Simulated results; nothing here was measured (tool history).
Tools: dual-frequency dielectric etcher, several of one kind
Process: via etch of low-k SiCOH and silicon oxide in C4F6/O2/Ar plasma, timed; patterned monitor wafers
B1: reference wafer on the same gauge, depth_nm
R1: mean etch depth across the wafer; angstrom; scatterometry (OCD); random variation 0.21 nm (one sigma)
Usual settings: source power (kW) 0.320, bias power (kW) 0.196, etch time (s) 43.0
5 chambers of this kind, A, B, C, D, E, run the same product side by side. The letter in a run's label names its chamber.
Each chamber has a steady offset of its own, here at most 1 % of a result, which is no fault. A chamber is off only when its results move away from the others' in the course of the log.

{"run": "1D", "hour": 4.7, "source power (kW)": 0.32, "bias power (kW)": 0.196, "etch time (s)": 43.0, "B1": 101.41, "R1": 961.6}
{"run": "2A", "hour": 11.0, "source power (kW)": 0.32, "bias power (kW)": 0.196, "etch time (s)": 43.0, "B1": 101.38, "R1": 960.94}
{"run": "3E", "hour": 18.2, "source power (kW)": 0.32, "bias power (kW)": 0.196, "etch time (s)": 43.0, "B1": 101.44, "R1": 954.99}
{"run": "4C", "hour": 21.8, "source power (kW)": 0.32, "bias power (kW)": 0.196, "etch time (s)": 43.0, "B1": 101.39, "R1": 963.78}
{"run": "5B", "hour": 27.3, "source power (kW)": 0.32, "bias power (kW)": 0.196, "etch time (s)": 43.0, "B1": 101.42, "R1": 955.66}
{"run": "6A", "hour": 30.8, "source power (kW)": 0.32, "bias power (kW)": 0.196, "etch time (s)": 43.0, "B1": 101.4, "R1": 955.34}
{"run": "7E", "hour": 38.7, "source power (kW)": 0.32, "bias power (kW)": 0.196, "etch time (s)": 43.0, "B1": 101.41, "R1": 959.1}
{"run": "8B", "hour": 46.6, "source power (kW)": 0.32, "bias power (kW)": 0.196, "etch time (s)": 43.0, "B1": 101.43, "R1": 962.73}
{"run": "9C", "hour": 52.7, "source power (kW)": 0.32, "bias power (kW)": 0.165, "etch time (s)": 49.5, "B1": 101.42, "R1": 1048.0}
{"run": "10D", "hour": 59.1, "source power (kW)": 0.32, "bias power (kW)": 0.165, "etch time (s)": 49.5, "B1": 101.4, "R1": 1041.7}
{"run": "11D", "hour": 63.2, "source power (kW)": 0.32, "bias power (kW)": 0.165, "etch time (s)": 49.5, "B1": 101.46, "R1": 1041.5}
{"run": "12B", "hour": 68.8, "source power (kW)": 0.32, "bias power (kW)": 0.165, "etch time (s)": 49.5, "B1": 101.39, "R1": 1043.2}
{"run": "13C", "hour": 76.6, "source power (kW)": 0.32, "bias power (kW)": 0.165, "etch time (s)": 49.5, "B1": 101.36, "R1": 1051.8}
{"run": "14E", "hour": 82.5, "source power (kW)": 0.32, "bias power (kW)": 0.196, "etch time (s)": 43.0, "B1": 101.4, "R1": 955.95}
{"hour": 83.1, "done": "chamber D: wet clean of the chamber"}
{"run": "15A", "hour": 86.4, "source power (kW)": 0.32, "bias power (kW)": 0.196, "etch time (s)": 43.0, "B1": 101.35, "R1": 956.01}
{"run": "16B", "hour": 91.0, "source power (kW)": 0.32, "bias power (kW)": 0.196, "etch time (s)": 50.5, "B1": 101.4, "R1": 1122.6}
{"run": "17A", "hour": 94.8, "source power (kW)": 0.32, "bias power (kW)": 0.196, "etch time (s)": 50.5, "B1": 101.35, "R1": 1118.9}
{"run": "18E", "hour": 99.0, "source power (kW)": 0.32, "bias power (kW)": 0.196, "etch time (s)": 50.5, "B1": 101.4, "R1": 1123.1}
{"run": "19D", "hour": 102.6, "source power (kW)": 0.32, "bias power (kW)": 0.196, "etch time (s)": 50.5, "B1": 101.39, "R1": 1093.8}
{"run": "20C", "hour": 110.4, "source power (kW)": 0.32, "bias power (kW)": 0.196, "etch time (s)": 50.5, "B1": 101.46, "R1": 1134.0}
{"run": "21A", "hour": 114.6, "source power (kW)": 0.32, "bias power (kW)": 0.196, "etch time (s)": 43.0, "B1": 101.38, "R1": 953.24}
{"run": "22E", "hour": 118.6, "source power (kW)": 0.32, "bias power (kW)": 0.196, "etch time (s)": 43.0, "B1": 101.41, "R1": 956.01}
{"run": "23D", "hour": 123.0, "source power (kW)": 0.32, "bias power (kW)": 0.196, "etch time (s)": 43.0, "B1": 101.33, "R1": 929.81}
{"run": "24C", "hour": 130.3, "source power (kW)": 0.32, "bias power (kW)": 0.196, "etch time (s)": 43.0, "B1": 101.35, "R1": 964.33}
{"run": "25B", "hour": 135.5, "source power (kW)": 0.32, "bias power (kW)": 0.196, "etch time (s)": 43.0, "B1": 101.4, "R1": 955.17}
{"run": "26C", "hour": 143.5, "source power (kW)": 0.32, "bias power (kW)": 0.196, "etch time (s)": 43.0, "B1": 101.39, "R1": 964.07}
{"run": "27A", "hour": 148.4, "source power (kW)": 0.32, "bias power (kW)": 0.196, "etch time (s)": 43.0, "B1": 101.37, "R1": 952.43}
{"run": "28E", "hour": 155.7, "source power (kW)": 0.32, "bias power (kW)": 0.196, "etch time (s)": 43.0, "B1": 101.4, "R1": 953.7}
{"run": "29B", "hour": 160.6, "source power (kW)": 0.32, "bias power (kW)": 0.196, "etch time (s)": 43.0, "B1": 101.34, "R1": 956.62}
{"run": "30D", "hour": 166.7, "source power (kW)": 0.32, "bias power (kW)": 0.196, "etch time (s)": 43.0, "B1": 101.39, "R1": 933.22}
{"run": "31B", "hour": 172.8, "source power (kW)": 0.32, "bias power (kW)": 0.196, "etch time (s)": 43.0, "B1": 101.36, "R1": 954.59}

Next, every chamber runs the same settings. What will each give?
{"run": "32A", "hour": 178.5, "source power (kW)": 0.32, "bias power (kW)": 0.196, "etch time (s)": 51.5, "R1": "?"}
{"run": "32B", "hour": 178.5, "source power (kW)": 0.32, "bias power (kW)": 0.196, "etch time (s)": 51.5, "R1": "?"}
{"run": "32C", "hour": 178.5, "source power (kW)": 0.32, "bias power (kW)": 0.196, "etch time (s)": 51.5, "R1": "?"}
{"run": "32D", "hour": 178.5, "source power (kW)": 0.32, "bias power (kW)": 0.196, "etch time (s)": 51.5, "R1": "?"}
{"run": "32E", "hour": 178.5, "source power (kW)": 0.32, "bias power (kW)": 0.196, "etch time (s)": 51.5, "R1": "?"}

run=32A R1=1146.50
run=32B R1=1149.30
run=32C R1=1156.60
run=32D R1=1116.80
run=32E R1=1144.20
